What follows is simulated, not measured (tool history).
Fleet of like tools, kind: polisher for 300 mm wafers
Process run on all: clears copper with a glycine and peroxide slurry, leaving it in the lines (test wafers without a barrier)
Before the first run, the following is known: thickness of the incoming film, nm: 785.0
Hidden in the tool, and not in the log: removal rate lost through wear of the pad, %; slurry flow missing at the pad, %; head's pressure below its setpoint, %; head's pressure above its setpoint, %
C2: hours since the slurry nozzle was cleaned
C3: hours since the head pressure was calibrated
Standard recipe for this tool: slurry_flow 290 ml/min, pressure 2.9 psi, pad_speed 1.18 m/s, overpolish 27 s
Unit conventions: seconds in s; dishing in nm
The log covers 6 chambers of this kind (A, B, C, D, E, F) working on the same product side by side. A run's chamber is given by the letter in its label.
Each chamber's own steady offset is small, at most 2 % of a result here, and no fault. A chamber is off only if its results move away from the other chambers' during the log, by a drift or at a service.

Run 1F, hour 12.6: usual settings; wafers polished on this pad 1082; C2 134.8; C3 136.2. Result: seconds 125.38 s, dishing 98.822 nm.
Run 2B, hour 21.8: usual settings; wafers polished on this pad 847; C2 733.6; C3 448.6. Result: seconds 126.44 s, dishing 97.215 nm.
At hour 27.9: chamber D: head pressure recalibrated.
Run 3A, hour 32.7: usual settings; wafers polished on this pad 895; C2 82.2; C3 1123.7. Result: seconds 130.09 s, dishing 98.488 nm.
Run 4D, hour 45.8: usual settings; wafers polished on this pad 246; C2 662.5; C3 18. Result: seconds 127.46 s, dishing 96.909 nm.
At hour 50.6: chamber C: worn pad replaced by a new one.
Run 5E, hour 57.4: usual settings; wafers polished on this pad 622; C2 317.4; C3 437.8. Result: seconds 126.96 s, dishing 98.064 nm.
At hour 62.4: chamber F: worn pad replaced by a new one.
Run 6C, hour 72.4: usual settings; wafers polished on this pad 86; C2 258.7; C3 969.1. Result: seconds 128.57 s, dishing 97.094 nm.
Run 7E, hour 79.6: usual settings; wafers polished on this pad 710; C2 339.6; C3 460. Result: seconds 125.31 s, dishing 98.314 nm.
At hour 89.8: chamber A: head pressure recalibrated.
Run 8C, hour 92.9: usual settings; wafers polished on this pad 167; C2 279.2; C3 989.6. Result: seconds 125.77 s, dishing 97.607 nm.
At hour 95.2: chamber A: worn pad replaced by a new one.
Run 9F, hour 105.8: usual settings; wafers polished on this pad 171; C2 228; C3 229.4. Result: seconds 125.93 s, dishing 100.99 nm.
Run 10D, hour 115.6: usual settings; wafers polished on this pad 521; C2 732.3; C3 87.8. Result: seconds 124.35 s, dishing 96.871 nm.
At hour 117.9: chamber B: head pressure recalibrated.
At hour 122.6: chamber D: slurry nozzle cleaned.
Run 11B, hour 125: usual settings; wafers polished on this pad 1254; C2 836.8; C3 7.2. Result: seconds 124.59 s, dishing 97.45 nm.
Run 12A, hour 132.3: usual settings; wafers polished on this pad 146; C2 181.8; C3 42.5. Result: seconds 127.46 s, dishing 94.319 nm.
Run 13A, hour 140.4: usual settings; wafers polished on this pad 178; C2 189.9; C3 50.6. Result: seconds 128.55 s, dishing 96.294 nm.
At hour 146.9: chamber E: slurry nozzle cleaned.
Run 14E, hour 152.5: usual settings; wafers polished on this pad 997; C2 5.7; C3 532.9. Result: seconds 127.31 s, dishing 91.473 nm.
At hour 156.8: chamber B: worn pad replaced by a new one.
At hour 157.4: chamber B: slurry nozzle cleaned.
At hour 162.2: chamber D: worn pad replaced by a new one.
Run 15F, hour 168.1: usual settings; wafers polished on this pad 417; C2 290.3; C3 291.7. Result: seconds 123.43 s, dishing 100.07 nm.
At hour 172: chamber C: head pressure recalibrated.
Run 16D, hour 182.9: usual settings but pressure 2 psi; wafers polished on this pad 81; C2 60.3; C3 155.1. Result: seconds 170.36 s, dishing 77.954 nm.
Run 17B, hour 195: usual settings but pressure 2 psi; wafers polished on this pad 150; C2 37.7; C3 77.2. Result: seconds 169.53 s, dishing 73.829 nm.
Run 18C, hour 208.3: usual settings but pressure 2 psi; wafers polished on this pad 622; C2 394.6; C3 36.4. Result: seconds 171.44 s, dishing 73.212 nm.
Run 19E, hour 218.7: usual settings but pressure 2 psi; wafers polished on this pad 1259; C2 71.9; C3 599.1. Result: seconds 179.87 s, dishing 71.48 nm.
Run 20F, hour 232.1: usual settings but pressure 2 psi; wafers polished on this pad 669; C2 354.3; C3 355.7. Result: seconds 168.67 s, dishing 79.983 nm.
Run 21D, hour 240: usual settings but pressure 2 psi; wafers polished on this pad 307; C2 117.4; C3 212.2. Result: seconds 169.04 s, dishing 77.739 nm.
Run 22A, hour 253: usual settings; wafers polished on this pad 622; C2 302.5; C3 163.2. Result: seconds 127.34 s, dishing 97.625 nm.
At hour 260.5: chamber E: head pressure recalibrated.
Run 23B, hour 265.7: usual settings but slurry_flow 360 ml/min; wafers polished on this pad 429; C2 108.4; C3 147.9. Result: seconds 123.11 s, dishing 101.97 nm.
Run 24C, hour 276.4: usual settings but slurry_flow 360 ml/min; wafers polished on this pad 890; C2 462.7; C3 104.5. Result: seconds 124.66 s, dishing 94.272 nm.
Run 25A, hour 284.6: usual settings but slurry_flow 360 ml/min; wafers polished on this pad 747; C2 334.1; C3 194.8. Result: seconds 126.46 s, dishing 94.976 nm.
Run 26C, hour 297.1: usual settings but slurry_flow 360 ml/min; wafers polished on this pad 972; C2 483.4; C3 125.2. Result: seconds 124.12 s, dishing 97.548 nm.
Run 27E, hour 309.2: usual settings but slurry_flow 360 ml/min; wafers polished on this pad 1615; C2 162.4; C3 48.8. Result: seconds 130.1 s, dishing 94.418 nm.
Run 28B, hour 317: usual settings but slurry_flow 360 ml/min; wafers polished on this pad 631; C2 159.7; C3 199.2. Result: seconds 123.38 s, dishing 98.774 nm.
Run 29D, hour 332.6: usual settings; wafers polished on this pad 672; C2 210; C3 304.8. Result: seconds 124.65 s, dishing 98.306 nm.
At hour 343: chamber A: worn pad replaced by a new one.
Run 30F, hour 345.3: usual settings; wafers polished on this pad 1115; C2 467.5; C3 468.9. Result: seconds 122.86 s, dishing 96.878 nm.
Run 31B, hour 354.9: usual settings; wafers polished on this pad 781; C2 197.6; C3 237.1. Result: seconds 125.29 s, dishing 99.416 nm.
Run 32C, hour 363.7: usual settings but pressure 3.7 psi; wafers polished on this pad 1234; C2 550; C3 191.8. Result: seconds 102.04 s, dishing 111.44 nm.
At hour 372.7: chamber F: worn pad replaced by a new one.
Run 33E, hour 377.2: usual settings but pressure 3.7 psi; wafers polished on this pad 1884; C2 230.4; C3 116.8. Result: seconds 110.49 s, dishing 110.86 nm.
At hour 385.9: chamber D: worn pad replaced by a new one.
Run 34A, hour 388.1: usual settings but pressure 3.7 psi; wafers polished on this pad 177; C2 437.6; C3 298.3. Result: seconds 104.27 s, dishing 114.11 nm.
At hour 397.5: chamber F: slurry nozzle cleaned.
Run 35F, hour 403.4: usual settings but pressure 3.7 psi; wafers polished on this pad 121; C2 6; C3 527. Result: seconds 101.57 s, dishing 113.19 nm.
At hour 409.8: chamber C: slurry nozzle cleaned.
Run 36D, hour 419.8: usual settings but pressure 3.7 psi; wafers polished on this pad 133; C2 297.2; C3 392. Result: seconds 101.83 s, dishing 114.22 nm.
Run 37C, hour 433.8: usual settings but pressure 3.7 psi; wafers polished on this pad 1511; C2 24; C3 261.9. Result: seconds 104.17 s, dishing 111.49 nm.

Does one chamber stand apart from the rest, does the shared gauge drift, or is all well apart from small per-chamber offsets? Give the chamber and the most likely cause, where there is one.

Little by little, chamber E moves away from the other chambers.
What lies behind it: removal rate lost through wear of the pad, % = 10.6.

Here are 4 candidates for chamber E's next run, each the usual settings with a change, their results left as question marks. Which one brings its results back in line with what the others give on the usual settings?
In line means no further than this from the other chambers' mean on the usual settings: seconds 3.8 s; dishing 7.2 nm
Run 38E-1, hour 445.6: usual settings but pressure 2.8 psi, pad_speed 1.14 m/s. Result: seconds ?, dishing ?.
Run 38E-2, hour 445.6: usual settings but pressure 3.1 psi, pad_speed 1.26 m/s. Result: seconds ?, dishing ?.
Run 38E-3, hour 445.6: usual settings but pressure 2.7 psi, pad_speed 1.1 m/s. Result: seconds ?, dishing ?.
Run 38E-4, hour 445.6: usual settings but pressure 3 psi, pad_speed 1.22 m/s. Result: seconds ?, dishing ?.

The other chambers' mean on the usual settings: seconds 126.08 s; dishing 96.894 nm
  run  seconds  dishing
38E-1   148.66   85.056
38E-2   124.79   96.677
38E-3   158.06   81.215
38E-4    132.1   92.795
38E-2 puts the chamber back in line with the other chambers.
